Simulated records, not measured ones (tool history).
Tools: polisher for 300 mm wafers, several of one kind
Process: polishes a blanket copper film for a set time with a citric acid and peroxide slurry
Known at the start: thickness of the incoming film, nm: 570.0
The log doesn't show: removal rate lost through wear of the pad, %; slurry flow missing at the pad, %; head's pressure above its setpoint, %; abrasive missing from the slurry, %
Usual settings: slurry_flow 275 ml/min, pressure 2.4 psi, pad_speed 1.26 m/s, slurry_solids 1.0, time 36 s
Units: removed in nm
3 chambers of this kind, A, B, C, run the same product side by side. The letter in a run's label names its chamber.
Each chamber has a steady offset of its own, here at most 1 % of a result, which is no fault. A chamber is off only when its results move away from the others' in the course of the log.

run,hour,slurry_flow,pressure,pad_speed,slurry_solids,time,wafers polished on this pad,hours since the slurry nozzle was cleaned,hours since the head pressure was calibrated,hours since the slurry blender was calibrated,removed
1B,11.4,275,2.4,1.26,1.0,36,363,670.7,186.9,123.9,92.727
2A,19.2,275,2.4,1.26,1.0,36,267,403.0,435.2,241.9,91.931
# hour 26.7: chamber A: slurry blender recalibrated
3C,27.9,275,2.4,1.26,1.0,36,988,105.8,744.2,54.7,94.685
4A,34.2,275,2.4,1.26,1.0,36,429,418.0,450.2,7.6,92.808
# hour 43.9: chamber B: worn pad replaced by a new one
5B,45.9,275,2.4,1.26,1.0,36,22,705.2,221.4,158.4,93.238
6C,52.0,275,2.4,1.26,1.0,36,1249,129.9,768.3,78.8,93.411
# hour 58.9: chamber C: worn pad replaced by a new one
7B,63.6,275,2.4,1.26,1.0,36,213,722.9,239.1,176.1,93.337
8C,73.7,275,2.4,0.92,0.8,36,160,151.6,790.0,100.5,66.118
9A,86.7,275,2.4,0.92,0.8,36,998,470.5,502.7,60.1,66.103
# hour 94.3: chamber B: slurry blender recalibrated
10C,99.2,275,2.4,0.92,0.8,36,436,177.1,815.5,126.0,66.964
# hour 108.8: chamber A: worn pad replaced by a new one
# hour 108.8: chamber C: slurry blender recalibrated
11B,110.8,275,2.4,1.26,1.0,36,725,770.1,286.3,16.6,93.459
# hour 114.5: chamber B: worn pad replaced by a new one
12A,116.9,275,2.4,1.26,1.0,36,88,500.7,532.9,90.3,92.789
13C,130.2,275,3.0,1.26,1.0,36,772,208.1,846.5,21.5,117.360
14B,143.1,275,3.0,1.26,1.0,36,310,802.4,318.6,48.9,116.500
15A,152.2,275,3.0,1.26,1.0,36,470,536.0,568.2,125.6,114.980
16A,163.2,275,2.4,1.26,1.0,36,589,547.0,579.2,136.6,92.710
# hour 168.6: chamber B: slurry nozzle cleaned
17B,175.5,275,2.4,1.26,1.0,36,661,6.9,351.0,81.3,93.362
# hour 175.7: chamber C: worn pad replaced by a new one
# hour 175.8: chamber B: worn pad replaced by a new one
18C,181.8,330,2.4,1.26,1.0,36,66,259.7,898.1,73.1,94.990
19C,191.8,330,2.4,1.26,1.0,36,175,269.7,908.1,83.1,94.880
20A,202.8,330,2.4,1.26,1.0,36,1018,586.6,618.8,176.2,93.420
21B,210.1,275,2.4,1.26,1.0,36,371,41.5,385.6,115.9,93.908
22B,219.1,275,2.4,1.26,1.0,36,469,50.5,394.6,124.9,92.297
23A,228.3,275,1.8,1.26,0.9,36,1295,612.1,644.3,201.7,68.444
# hour 231.8: chamber A: worn pad replaced by a new one
# hour 234.3: chamber A: slurry blender recalibrated
24C,236.1,275,1.8,1.26,0.9,36,655,314.0,952.4,127.4,68.696
# hour 243.2: chamber B: worn pad replaced by a new one
25A,246.3,275,1.8,1.26,0.9,36,158,630.1,662.3,12.0,68.127
26C,254.4,275,2.4,1.26,1.0,36,853,332.3,970.7,145.7,93.400
27B,262.0,275,2.4,1.26,1.0,36,204,93.4,437.5,167.8,93.096
28C,268.1,275,2.4,1.26,1.0,36,1001,346.0,984.4,159.4,95.016
# hour 276.8: chamber C: slurry blender recalibrated
29A,278.8,275,2.4,1.26,1.0,36,510,662.6,694.8,44.5,91.301
30B,286.5,275,2.4,1.26,1.0,36,469,117.9,462.0,192.3,93.475
# hour 289.9: chamber C: worn pad replaced by a new one
31B,295.2,275,2.4,1.26,1.0,36,563,126.6,470.7,201.0,93.901
32C,307.0,275,2.7,1.26,1.0,36,185,384.9,1023.3,30.3,104.840
33A,315.0,275,2.7,1.26,1.0,36,902,698.8,731.0,80.7,103.900
34C,322.2,275,2.7,1.26,1.0,36,350,400.1,1038.5,45.5,106.400

Is one chamber off against the others, does the gauge drift, or is nothing wrong? If a chamber is off, say which, and what the likeliest cause is.

No chamber stands off beyond its own small offset, and the gauge holds steady.

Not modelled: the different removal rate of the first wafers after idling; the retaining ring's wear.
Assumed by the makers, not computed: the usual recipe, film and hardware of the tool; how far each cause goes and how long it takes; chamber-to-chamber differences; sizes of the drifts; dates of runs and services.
